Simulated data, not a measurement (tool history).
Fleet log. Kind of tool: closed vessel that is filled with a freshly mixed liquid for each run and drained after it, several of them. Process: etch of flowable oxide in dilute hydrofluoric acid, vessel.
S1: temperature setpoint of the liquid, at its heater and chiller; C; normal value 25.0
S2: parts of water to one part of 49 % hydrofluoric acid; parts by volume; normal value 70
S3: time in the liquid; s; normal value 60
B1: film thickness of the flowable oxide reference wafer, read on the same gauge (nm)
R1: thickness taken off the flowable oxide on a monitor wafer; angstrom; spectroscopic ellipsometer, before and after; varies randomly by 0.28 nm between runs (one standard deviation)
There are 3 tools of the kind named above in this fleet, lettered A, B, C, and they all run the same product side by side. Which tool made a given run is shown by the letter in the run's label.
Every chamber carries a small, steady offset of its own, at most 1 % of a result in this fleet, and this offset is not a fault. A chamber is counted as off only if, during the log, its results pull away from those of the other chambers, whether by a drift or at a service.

| run | day | S1 | S2 | S3 | B1 | R1 |
|---|---|---|---|---|---|---|
| 1B | 0.454 | 25.0 | 70 | 60 | 130.00 | 425.78 |
| 2A | 0.971 | 25.0 | 70 | 60 | 130.01 | 419.70 |
| 3C | 1.458 | 25.0 | 70 | 60 | 130.02 | 420.74 |
| 4C | 1.804 | 25.0 | 70 | 60 | 129.98 | 417.17 |
| 5A | 2.179 | 25.0 | 70 | 60 | 130.00 | 418.32 |
| 6B | 2.600 | 25.0 | 70 | 60 | 129.96 | 420.95 |
| 7B | 3.042 | 25.0 | 70 | 60 | 130.01 | 427.73 |
| 8C | 3.567 | 25.0 | 45 | 60 | 129.99 | 669.46 |
| 9A | 3.838 | 25.0 | 45 | 60 | 130.04 | 665.28 |
| 10C | 4.183 | 25.0 | 45 | 60 | 130.01 | 665.51 |
| 11B | 4.712 | 25.0 | 70 | 60 | 129.99 | 416.05 |
| 12A | 5.183 | 25.0 | 70 | 60 | 129.99 | 419.91 |
| 13A | 5.567 | 25.0 | 70 | 60 | 129.99 | 413.78 |
| 14B | 5.904 | 25.0 | 70 | 60 | 130.03 | 413.55 |
| 15C | 6.454 | 25.0 | 70 | 60 | 130.01 | 417.82 |
| 16B | 6.775 | 25.0 | 70 | 60 | 130.00 | 414.77 |
| 17C | 7.279 | 25.0 | 70 | 60 | 130.02 | 422.59 |
| 18A | 7.608 | 21.5 | 70 | 60 | 130.00 | 363.23 |
| 19C | 8.108 | 21.5 | 70 | 60 | 129.99 | 361.53 |
| 20A | 8.567 | 21.5 | 70 | 60 | 129.98 | 360.20 |
| 21B | 9.125 | 25.0 | 70 | 60 | 129.99 | 404.97 |
| 22A | 9.425 | 22.5 | 70 | 35 | 130.03 | 223.34 |
| 23C | 9.929 | 22.5 | 70 | 35 | 130.02 | 223.52 |
| 24B | 10.283 | 22.5 | 70 | 35 | 129.98 | 207.79 |
| 25B | 10.771 | 25.0 | 70 | 60 | 130.01 | 398.71 |
| 26C | 11.071 | 25.0 | 70 | 60 | 129.99 | 415.10 |
| 27A | 11.458 | 27.5 | 70 | 40 | 129.99 | 307.47 |
| 28A | 11.742 | 27.5 | 70 | 40 | 129.99 | 306.00 |
| 29C | 12.262 | 27.5 | 70 | 40 | 130.04 | 311.27 |
| 30B | 12.717 | 25.0 | 70 | 60 | 130.00 | 395.75 |
| 31B | 13.012 | 25.0 | 70 | 60 | 130.01 | 393.13 |
| 32A | 13.575 | 25.0 | 70 | 60 | 129.98 | 414.79 |
| 33C | 14.004 | 25.0 | 70 | 60 | 129.99 | 423.18 |
| 34B | 14.412 | 25.0 | 70 | 60 | 129.97 | 386.97 |
| 35C | 14.733 | 25.0 | 70 | 60 | 130.02 | 419.81 |

The same settings go to every chamber for the next run, one line per chamber below. Forecast the results for each:
| 36A | 15.150 | 25.0 | 60 | 60 |  | ? |
| 36B | 15.150 | 25.0 | 60 | 60 |  | ? |
| 36C | 15.150 | 25.0 | 60 | 60 |  | ? |

| run | R1 |
|---|---|
| 36A | 491.15 |
| 36B | 456.09 |
| 36C | 499.22 |
